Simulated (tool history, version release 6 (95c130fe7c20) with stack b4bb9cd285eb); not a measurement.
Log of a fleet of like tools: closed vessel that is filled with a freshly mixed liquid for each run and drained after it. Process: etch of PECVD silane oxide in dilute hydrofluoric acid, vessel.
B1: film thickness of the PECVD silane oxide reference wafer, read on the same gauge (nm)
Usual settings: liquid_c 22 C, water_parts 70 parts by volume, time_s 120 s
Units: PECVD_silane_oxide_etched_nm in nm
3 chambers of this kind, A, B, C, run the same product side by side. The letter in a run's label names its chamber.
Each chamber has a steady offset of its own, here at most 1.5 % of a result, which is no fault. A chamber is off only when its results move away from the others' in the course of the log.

run 1C hour=7.1 | liquid_c=22 water_parts=70 time_s=120 | B1=99.995 | PECVD_silane_oxide_etched_nm=33.906
run 2A hour=18 | liquid_c=22 water_parts=70 time_s=120 | B1=99.969 | PECVD_silane_oxide_etched_nm=34.434
run 3B hour=32.1 | liquid_c=22 water_parts=70 time_s=120 | B1=100.01 | PECVD_silane_oxide_etched_nm=34.449
run 4C hour=40.6 | liquid_c=22 water_parts=70 time_s=120 | B1=100 | PECVD_silane_oxide_etched_nm=34.257
run 5B hour=53.4 | liquid_c=22 water_parts=70 time_s=120 | B1=100.02 | PECVD_silane_oxide_etched_nm=34.708
run 6A hour=66 | liquid_c=22 water_parts=70 time_s=120 | B1=100 | PECVD_silane_oxide_etched_nm=34.41
run 7B hour=77.7 | liquid_c=22 water_parts=70 time_s=120 | B1=99.963 | PECVD_silane_oxide_etched_nm=33.991
run 8A hour=90.2 | liquid_c=26 water_parts=70 time_s=120 | B1=100.02 | PECVD_silane_oxide_etched_nm=40.162
run 9C hour=101 | liquid_c=26 water_parts=70 time_s=120 | B1=99.98 | PECVD_silane_oxide_etched_nm=40.174
run 10C hour=108.4 | liquid_c=26 water_parts=70 time_s=120 | B1=99.997 | PECVD_silane_oxide_etched_nm=40.611
run 11A hour=116.1 | liquid_c=22 water_parts=70 time_s=120 | B1=99.973 | PECVD_silane_oxide_etched_nm=34.057
run 12B hour=123.6 | liquid_c=22 water_parts=70 time_s=120 | B1=100.02 | PECVD_silane_oxide_etched_nm=34.073
run 13C hour=138.1 | liquid_c=22 water_parts=70 time_s=120 | B1=99.957 | PECVD_silane_oxide_etched_nm=34.155
run 14B hour=145.1 | liquid_c=22 water_parts=70 time_s=120 | B1=99.999 | PECVD_silane_oxide_etched_nm=34.638
-- hour=152.5 chamber A: hydrofluoric acid flow meter replaced
run 15A hour=159.2 | liquid_c=22 water_parts=70 time_s=120 | B1=99.979 | PECVD_silane_oxide_etched_nm=34.416
run 16B hour=173.2 | liquid_c=22 water_parts=70 time_s=120 | B1=100.01 | PECVD_silane_oxide_etched_nm=34.406
run 17C hour=180.7 | liquid_c=22 water_parts=70 time_s=120 | B1=100.05 | PECVD_silane_oxide_etched_nm=34.775
run 18A hour=193 | liquid_c=22 water_parts=70 time_s=120 | B1=100.01 | PECVD_silane_oxide_etched_nm=34.318
run 19C hour=206.7 | liquid_c=22 water_parts=70 time_s=120 | B1=99.945 | PECVD_silane_oxide_etched_nm=34.843
run 20A hour=217.5 | liquid_c=22 water_parts=70 time_s=120 | B1=100.01 | PECVD_silane_oxide_etched_nm=34.127
run 21B hour=232 | liquid_c=27 water_parts=70 time_s=120 | B1=99.999 | PECVD_silane_oxide_etched_nm=42.196
run 22A hour=245.9 | liquid_c=27 water_parts=70 time_s=120 | B1=100.01 | PECVD_silane_oxide_etched_nm=41.312
run 23B hour=256.8 | liquid_c=27 water_parts=70 time_s=120 | B1=100.01 | PECVD_silane_oxide_etched_nm=41.926
run 24C hour=269.6 | liquid_c=22 water_parts=70 time_s=100 | B1=100.02 | PECVD_silane_oxide_etched_nm=29.553
run 25B hour=278.4 | liquid_c=22 water_parts=70 time_s=100 | B1=100 | PECVD_silane_oxide_etched_nm=28.625
run 26C hour=287.3 | liquid_c=22 water_parts=70 time_s=100 | B1=100.02 | PECVD_silane_oxide_etched_nm=29.678
run 27A hour=297.9 | liquid_c=22 water_parts=70 time_s=90 | B1=99.978 | PECVD_silane_oxide_etched_nm=25.404
run 28B hour=309.6 | liquid_c=22 water_parts=70 time_s=90 | B1=99.995 | PECVD_silane_oxide_etched_nm=25.487
run 29C hour=319.9 | liquid_c=22 water_parts=70 time_s=90 | B1=99.994 | PECVD_silane_oxide_etched_nm=26.363
run 30A hour=327.6 | liquid_c=22 water_parts=70 time_s=120 | B1=99.975 | PECVD_silane_oxide_etched_nm=34.072
run 31C hour=338.9 | liquid_c=22 water_parts=70 time_s=120 | B1=100.02 | PECVD_silane_oxide_etched_nm=36.029
run 32A hour=352.1 | liquid_c=22 water_parts=70 time_s=120 | B1=100.01 | PECVD_silane_oxide_etched_nm=33.873
run 33B hour=361.4 | liquid_c=22 water_parts=70 time_s=120 | B1=100.01 | PECVD_silane_oxide_etched_nm=34.006
run 34C hour=372.6 | liquid_c=22 water_parts=70 time_s=120 | B1=99.998 | PECVD_silane_oxide_etched_nm=35.68
run 35A hour=383 | liquid_c=22 water_parts=70 time_s=120 | B1=99.989 | PECVD_silane_oxide_etched_nm=33.861
run 36B hour=391.6 | liquid_c=22 water_parts=70 time_s=120 | B1=100 | PECVD_silane_oxide_etched_nm=34.478
run 37B hour=402.4 | liquid_c=22 water_parts=70 time_s=120 | B1=99.975 | PECVD_silane_oxide_etched_nm=34.057
run 38A hour=411.4 | liquid_c=22 water_parts=70 time_s=120 | B1=99.985 | PECVD_silane_oxide_etched_nm=33.931
run 39C hour=420.8 | liquid_c=22 water_parts=70 time_s=120 | B1=99.972 | PECVD_silane_oxide_etched_nm=36.392
run 40C hour=430.1 | liquid_c=22 water_parts=70 time_s=120 | B1=100.01 | PECVD_silane_oxide_etched_nm=36.401
run 41B hour=443.8 | liquid_c=22 water_parts=70 time_s=120 | B1=100.01 | PECVD_silane_oxide_etched_nm=33.908
run 42A hour=458.1 | liquid_c=22 water_parts=70 time_s=120 | B1=100.04 | PECVD_silane_oxide_etched_nm=34.335
run 43A hour=471.6 | liquid_c=22 water_parts=70 time_s=120 | B1=99.947 | PECVD_silane_oxide_etched_nm=34.087
run 44B hour=483.4 | liquid_c=22 water_parts=95 time_s=120 | B1=100.05 | PECVD_silane_oxide_etched_nm=24.648

Is one chamber off against the others, does the gauge drift, or is nothing wrong? If a chamber is off, say which, and what the likeliest cause is.

Chamber C drifts away from the others.
Cause: hydrofluoric acid flow above the setpoint (%) = 6.82.
The log may not tell that from: liquid hotter than its thermometer reads (K).

Here are 4 candidates for chamber C's next run, each the usual settings with a change, their results left as question marks. Which one brings its results back in line with what the others give on the usual settings?
In line means no further than this from the other chambers' mean on the usual settings: PECVD_silane_oxide_etched_nm 1 nm
run 45C-1 hour=493.9 | liquid_c=22 water_parts=75 time_s=120 | PECVD_silane_oxide_etched_nm=?
run 45C-2 hour=493.9 | liquid_c=22 water_parts=75 time_s=115 | PECVD_silane_oxide_etched_nm=?
run 45C-3 hour=493.9 | liquid_c=22 water_parts=70 time_s=135 | PECVD_silane_oxide_etched_nm=?
run 45C-4 hour=493.9 | liquid_c=23.5 water_parts=70 time_s=120 | PECVD_silane_oxide_etched_nm=?

The other chambers' mean on the usual settings: PECVD_silane_oxide_etched_nm 34.199 nm
run=45C-1 PECVD_silane_oxide_etched_nm=33.943
run=45C-2 PECVD_silane_oxide_etched_nm=32.529
run=45C-3 PECVD_silane_oxide_etched_nm=41.136
run=45C-4 PECVD_silane_oxide_etched_nm=38.875
45C-1 brings the chamber back in line.
